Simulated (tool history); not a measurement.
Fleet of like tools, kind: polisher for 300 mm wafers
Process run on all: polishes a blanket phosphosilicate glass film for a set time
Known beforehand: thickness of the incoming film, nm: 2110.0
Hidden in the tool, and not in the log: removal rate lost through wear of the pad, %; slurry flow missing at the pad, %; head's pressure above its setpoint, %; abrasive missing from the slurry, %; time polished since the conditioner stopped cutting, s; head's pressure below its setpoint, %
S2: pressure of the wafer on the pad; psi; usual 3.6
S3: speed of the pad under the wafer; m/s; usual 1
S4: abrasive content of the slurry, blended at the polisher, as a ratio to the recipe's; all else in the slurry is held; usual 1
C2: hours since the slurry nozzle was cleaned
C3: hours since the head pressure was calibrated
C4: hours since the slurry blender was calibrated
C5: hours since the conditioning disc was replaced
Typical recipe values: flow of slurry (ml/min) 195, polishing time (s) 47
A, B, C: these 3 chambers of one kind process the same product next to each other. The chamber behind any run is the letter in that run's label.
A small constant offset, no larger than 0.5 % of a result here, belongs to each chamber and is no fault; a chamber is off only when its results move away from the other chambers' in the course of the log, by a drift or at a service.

-- hour=8.3 chamber C: worn pad replaced by a new one
run 1A hour=8.3 | flow_of_slurry_(ml/min)=195 S2=3.6 S3=1 S4=1 polishing_time_(s)=47 | wafers_polished_on_this_pad=1144 C2=385.5 C3=137.8 C4=68 C5=196.3 | film_removed_(nm)=405.07
run 2B hour=18.9 | flow_of_slurry_(ml/min)=195 S2=3.6 S3=1 S4=1 polishing_time_(s)=47 | wafers_polished_on_this_pad=736 C2=75.2 C3=966.4 C4=139.7 C5=22 | film_removed_(nm)=413.49
-- hour=22.4 chamber C: slurry blender recalibrated
-- hour=25.5 chamber A: conditioning disc replaced and pad reconditioned
run 3C hour=28.9 | flow_of_slurry_(ml/min)=195 S2=3.6 S3=1 S4=1 polishing_time_(s)=47 | wafers_polished_on_this_pad=343 C2=355.9 C3=520.7 C4=6.5 C5=56.4 | film_removed_(nm)=410.78
-- hour=30.1 chamber A: worn pad replaced by a new one
run 4C hour=36.9 | flow_of_slurry_(ml/min)=195 S2=3.6 S3=1 S4=1 polishing_time_(s)=47 | wafers_polished_on_this_pad=476 C2=363.9 C3=528.7 C4=14.5 C5=64.4 | film_removed_(nm)=411.58
-- hour=44.1 chamber B: worn pad replaced by a new one
run 5A hour=46.4 | flow_of_slurry_(ml/min)=195 S2=3.6 S3=1 S4=1 polishing_time_(s)=47 | wafers_polished_on_this_pad=272 C2=423.6 C3=175.9 C4=106.1 C5=20.9 | film_removed_(nm)=412.11
run 6B hour=51.7 | flow_of_slurry_(ml/min)=195 S2=3.6 S3=1 S4=1 polishing_time_(s)=47 | wafers_polished_on_this_pad=127 C2=108 C3=999.2 C4=172.5 C5=54.8 | film_removed_(nm)=426.43
run 7C hour=62.3 | flow_of_slurry_(ml/min)=195 S2=3.6 S3=1 S4=1 polishing_time_(s)=47 | wafers_polished_on_this_pad=897 C2=389.3 C3=554.1 C4=39.9 C5=89.8 | film_removed_(nm)=406.8
run 8B hour=71.2 | flow_of_slurry_(ml/min)=195 S2=3.6 S3=1 S4=1 polishing_time_(s)=47 | wafers_polished_on_this_pad=450 C2=127.5 C3=1018.7 C4=192 C5=74.3 | film_removed_(nm)=411.03
run 9A hour=76.8 | flow_of_slurry_(ml/min)=195 S2=4.7 S3=1 S4=1 polishing_time_(s)=47 | wafers_polished_on_this_pad=776 C2=454 C3=206.3 C4=136.5 C5=51.3 | film_removed_(nm)=539.38
run 10A hour=84.3 | flow_of_slurry_(ml/min)=195 S2=4.7 S3=1 S4=1 polishing_time_(s)=47 | wafers_polished_on_this_pad=901 C2=461.5 C3=213.8 C4=144 C5=58.8 | film_removed_(nm)=543.97
-- hour=88.7 chamber C: worn pad replaced by a new one
run 11B hour=90.4 | flow_of_slurry_(ml/min)=195 S2=4.7 S3=1 S4=1 polishing_time_(s)=47 | wafers_polished_on_this_pad=769 C2=146.7 C3=1037.9 C4=211.2 C5=93.5 | film_removed_(nm)=547.27
run 12C hour=100.6 | flow_of_slurry_(ml/min)=195 S2=3.6 S3=1 S4=1 polishing_time_(s)=47 | wafers_polished_on_this_pad=198 C2=427.6 C3=592.4 C4=78.2 C5=128.1 | film_removed_(nm)=403.1
-- hour=106 chamber B: slurry blender recalibrated
run 13C hour=108.6 | flow_of_slurry_(ml/min)=195 S2=3.6 S3=1 S4=1 polishing_time_(s)=47 | wafers_polished_on_this_pad=331 C2=435.6 C3=600.4 C4=86.2 C5=136.1 | film_removed_(nm)=405.51
-- hour=115.3 chamber A: worn pad replaced by a new one
run 14B hour=116.4 | flow_of_slurry_(ml/min)=250 S2=3.6 S3=0.7 S4=1 polishing_time_(s)=47 | wafers_polished_on_this_pad=1201 C2=172.7 C3=1063.9 C4=10.5 C5=119.5 | film_removed_(nm)=317.17
run 15A hour=122.1 | flow_of_slurry_(ml/min)=250 S2=3.6 S3=0.7 S4=1 polishing_time_(s)=47 | wafers_polished_on_this_pad=113 C2=499.3 C3=251.6 C4=181.8 C5=96.6 | film_removed_(nm)=314.54
-- hour=129.4 chamber B: worn pad replaced by a new one
run 16B hour=131.1 | flow_of_slurry_(ml/min)=250 S2=3.6 S3=0.7 S4=1 polishing_time_(s)=47 | wafers_polished_on_this_pad=28 C2=187.4 C3=1078.6 C4=25.2 C5=134.2 | film_removed_(nm)=317.87
-- hour=133.7 chamber C: conditioning disc replaced and pad reconditioned
run 17C hour=140.4 | flow_of_slurry_(ml/min)=195 S2=3.6 S3=1 S4=1 polishing_time_(s)=47 | wafers_polished_on_this_pad=859 C2=467.4 C3=632.2 C4=118 C5=6.8 | film_removed_(nm)=409.12
run 18A hour=147.8 | flow_of_slurry_(ml/min)=195 S2=3.6 S3=1 S4=1 polishing_time_(s)=47 | wafers_polished_on_this_pad=540 C2=525 C3=277.3 C4=207.5 C5=122.3 | film_removed_(nm)=392.22
run 19B hour=155.7 | flow_of_slurry_(ml/min)=195 S2=3.6 S3=1 S4=1 polishing_time_(s)=47 | wafers_polished_on_this_pad=436 C2=212 C3=1103.2 C4=49.8 C5=158.8 | film_removed_(nm)=416.74
run 20A hour=161.8 | flow_of_slurry_(ml/min)=195 S2=3.6 S3=1 S4=0.75 polishing_time_(s)=39 | wafers_polished_on_this_pad=772 C2=539 C3=291.3 C4=221.5 C5=136.3 | film_removed_(nm)=289.88
-- hour=166.8 chamber C: worn pad replaced by a new one
-- hour=167.2 chamber B: head pressure recalibrated
run 21C hour=172.5 | flow_of_slurry_(ml/min)=195 S2=3.6 S3=1 S4=0.75 polishing_time_(s)=39 | wafers_polished_on_this_pad=96 C2=499.5 C3=664.3 C4=150.1 C5=38.9 | film_removed_(nm)=292.13
run 22C hour=181.6 | flow_of_slurry_(ml/min)=195 S2=3.6 S3=1 S4=0.75 polishing_time_(s)=39 | wafers_polished_on_this_pad=247 C2=508.6 C3=673.4 C4=159.2 C5=48 | film_removed_(nm)=294.36
run 23B hour=186.9 | flow_of_slurry_(ml/min)=195 S2=3.6 S3=1 S4=1 polishing_time_(s)=47 | wafers_polished_on_this_pad=954 C2=243.2 C3=19.7 C4=81 C5=190 | film_removed_(nm)=415.28
run 24A hour=193.4 | flow_of_slurry_(ml/min)=195 S2=3.6 S3=1 S4=1 polishing_time_(s)=47 | wafers_polished_on_this_pad=1297 C2=570.6 C3=322.9 C4=253.1 C5=167.9 | film_removed_(nm)=385.54
-- hour=197.8 chamber C: slurry nozzle cleaned
-- hour=200.9 chamber B: worn pad replaced by a new one
run 25A hour=201.1 | flow_of_slurry_(ml/min)=195 S2=2.5 S3=1 S4=1 polishing_time_(s)=57 | wafers_polished_on_this_pad=1424 C2=578.3 C3=330.6 C4=260.8 C5=175.6 | film_removed_(nm)=325.2
-- hour=207 chamber A: worn pad replaced by a new one
run 26C hour=210.8 | flow_of_slurry_(ml/min)=195 S2=2.5 S3=1 S4=1 polishing_time_(s)=57 | wafers_polished_on_this_pad=731 C2=13 C3=702.6 C4=188.4 C5=77.2 | film_removed_(nm)=338.33
-- hour=218.9 chamber C: slurry blender recalibrated
run 27B hour=222.5 | flow_of_slurry_(ml/min)=195 S2=2.5 S3=1 S4=1 polishing_time_(s)=57 | wafers_polished_on_this_pad=359 C2=278.8 C3=55.3 C4=116.6 C5=225.6 | film_removed_(nm)=345.85
run 28A hour=231.6 | flow_of_slurry_(ml/min)=195 S2=3.6 S3=1 S4=1 polishing_time_(s)=47 | wafers_polished_on_this_pad=409 C2=608.8 C3=361.1 C4=291.3 C5=206.1 | film_removed_(nm)=391.63
-- hour=235.8 chamber A: conditioning disc replaced and pad reconditioned
run 29B hour=237.4 | flow_of_slurry_(ml/min)=195 S2=2.4 S3=1 S4=1 polishing_time_(s)=39 | wafers_polished_on_this_pad=606 C2=293.7 C3=70.2 C4=131.5 C5=240.5 | film_removed_(nm)=225.97
-- hour=242.5 chamber C: worn pad replaced by a new one
run 30C hour=246.6 | flow_of_slurry_(ml/min)=195 S2=2.4 S3=1 S4=1 polishing_time_(s)=39 | wafers_polished_on_this_pad=68 C2=48.8 C3=738.4 C4=27.8 C5=113 | film_removed_(nm)=232.87
run 31B hour=258 | flow_of_slurry_(ml/min)=195 S2=2.4 S3=1 S4=1 polishing_time_(s)=39 | wafers_polished_on_this_pad=948 C2=314.3 C3=90.8 C4=152.1 C5=261.1 | film_removed_(nm)=228.1
run 32C hour=263.7 | flow_of_slurry_(ml/min)=235 S2=3.6 S3=1.1 S4=1 polishing_time_(s)=47 | wafers_polished_on_this_pad=352 C2=65.9 C3=755.5 C4=44.9 C5=130.1 | film_removed_(nm)=464.09
run 33A hour=273 | flow_of_slurry_(ml/min)=235 S2=3.6 S3=1.1 S4=1 polishing_time_(s)=47 | wafers_polished_on_this_pad=1096 C2=650.2 C3=402.5 C4=332.7 C5=37.2 | film_removed_(nm)=421.99
-- hour=280.7 chamber B: worn pad replaced by a new one
run 34A hour=284.3 | flow_of_slurry_(ml/min)=235 S2=3.6 S3=1.1 S4=1 polishing_time_(s)=47 | wafers_polished_on_this_pad=1284 C2=661.5 C3=413.8 C4=344 C5=48.5 | film_removed_(nm)=418.18
-- hour=288.7 chamber A: worn pad replaced by a new one
run 35B hour=293.9 | flow_of_slurry_(ml/min)=195 S2=3.6 S3=1 S4=1 polishing_time_(s)=47 | wafers_polished_on_this_pad=220 C2=350.2 C3=126.7 C4=188 C5=297 | film_removed_(nm)=419.48
-- hour=301.7 chamber C: conditioning disc replaced and pad reconditioned
run 36C hour=303.3 | flow_of_slurry_(ml/min)=195 S2=3.6 S3=1 S4=1 polishing_time_(s)=47 | wafers_polished_on_this_pad=1010 C2=105.5 C3=795.1 C4=84.5 C5=1.7 | film_removed_(nm)=398.7
run 37C hour=308.9 | flow_of_slurry_(ml/min)=195 S2=3.6 S3=1 S4=1 polishing_time_(s)=47 | wafers_polished_on_this_pad=1103 C2=111.1 C3=800.7 C4=90.1 C5=7.3 | film_removed_(nm)=402.53
run 38B hour=315.7 | flow_of_slurry_(ml/min)=195 S2=3.6 S3=1 S4=1 polishing_time_(s)=47 | wafers_polished_on_this_pad=582 C2=372 C3=148.5 C4=209.8 C5=318.8 | film_removed_(nm)=410.18
-- hour=318.2 chamber C: worn pad replaced by a new one
run 39A hour=323.4 | flow_of_slurry_(ml/min)=195 S2=3.6 S3=1 S4=1 polishing_time_(s)=47 | wafers_polished_on_this_pad=577 C2=700.6 C3=452.9 C4=383.1 C5=87.6 | film_removed_(nm)=372.66
run 40A hour=332.5 | flow_of_slurry_(ml/min)=195 S2=3.6 S3=1 S4=1 polishing_time_(s)=47 | wafers_polished_on_this_pad=728 C2=709.7 C3=462 C4=392.2 C5=96.7 | film_removed_(nm)=370.9
run 41C hour=338.1 | flow_of_slurry_(ml/min)=130 S2=3.6 S3=1 S4=1.2 polishing_time_(s)=47 | wafers_polished_on_this_pad=331 C2=140.3 C3=829.9 C4=119.3 C5=36.5 | film_removed_(nm)=417.22
run 42B hour=347.3 | flow_of_slurry_(ml/min)=130 S2=3.6 S3=1 S4=1.2 polishing_time_(s)=47 | wafers_polished_on_this_pad=1106 C2=403.6 C3=180.1 C4=241.4 C5=350.4 | film_removed_(nm)=415.3
run 43C hour=352.3 | flow_of_slurry_(ml/min)=130 S2=3.6 S3=1 S4=1.2 polishing_time_(s)=47 | wafers_polished_on_this_pad=566 C2=154.5 C3=844.1 C4=133.5 C5=50.7 | film_removed_(nm)=412.99

Does one chamber stand apart from the rest, does the shared gauge drift, or is all well apart from small per-chamber offsets? Give the chamber and the most likely cause, where there is one.

It is chamber A that slowly wanders off from its peers.
What lies behind it: abrasive missing from the slurry, % = 21.1.
The log may not tell that from: head's pressure below its setpoint, %.

Below are 4 candidate recipes for chamber A's next run, each the usual settings with a change, their results shown as question marks. Which of them brings A's results back in line with what the other chambers give on the usual settings?
In line here means within this much of the mean the other chambers give on the usual settings: film removed (nm) 18
run 44A-1 hour=360.8 | flow_of_slurry_(ml/min)=195 S2=3.4 S3=0.96 S4=1 polishing_time_(s)=45 | film_removed_(nm)=?
run 44A-2 hour=360.8 | flow_of_slurry_(ml/min)=195 S2=3.6 S3=1 S4=1 polishing_time_(s)=53 | film_removed_(nm)=?
run 44A-3 hour=360.8 | flow_of_slurry_(ml/min)=195 S2=3.6 S3=1 S4=1 polishing_time_(s)=45 | film_removed_(nm)=?
run 44A-4 hour=360.8 | flow_of_slurry_(ml/min)=195 S2=3.6 S3=1.02 S4=1 polishing_time_(s)=48 | film_removed_(nm)=?

Usual-settings mean across the other chambers: film removed (nm) 408.8
run=44A-1 film_removed_(nm)=315.44
run=44A-2 film_removed_(nm)=406.43
run=44A-3 film_removed_(nm)=345.08
run=44A-4 film_removed_(nm)=374.05
The answer is 44A-2, which returns the chamber to within the allowed miss of the others.

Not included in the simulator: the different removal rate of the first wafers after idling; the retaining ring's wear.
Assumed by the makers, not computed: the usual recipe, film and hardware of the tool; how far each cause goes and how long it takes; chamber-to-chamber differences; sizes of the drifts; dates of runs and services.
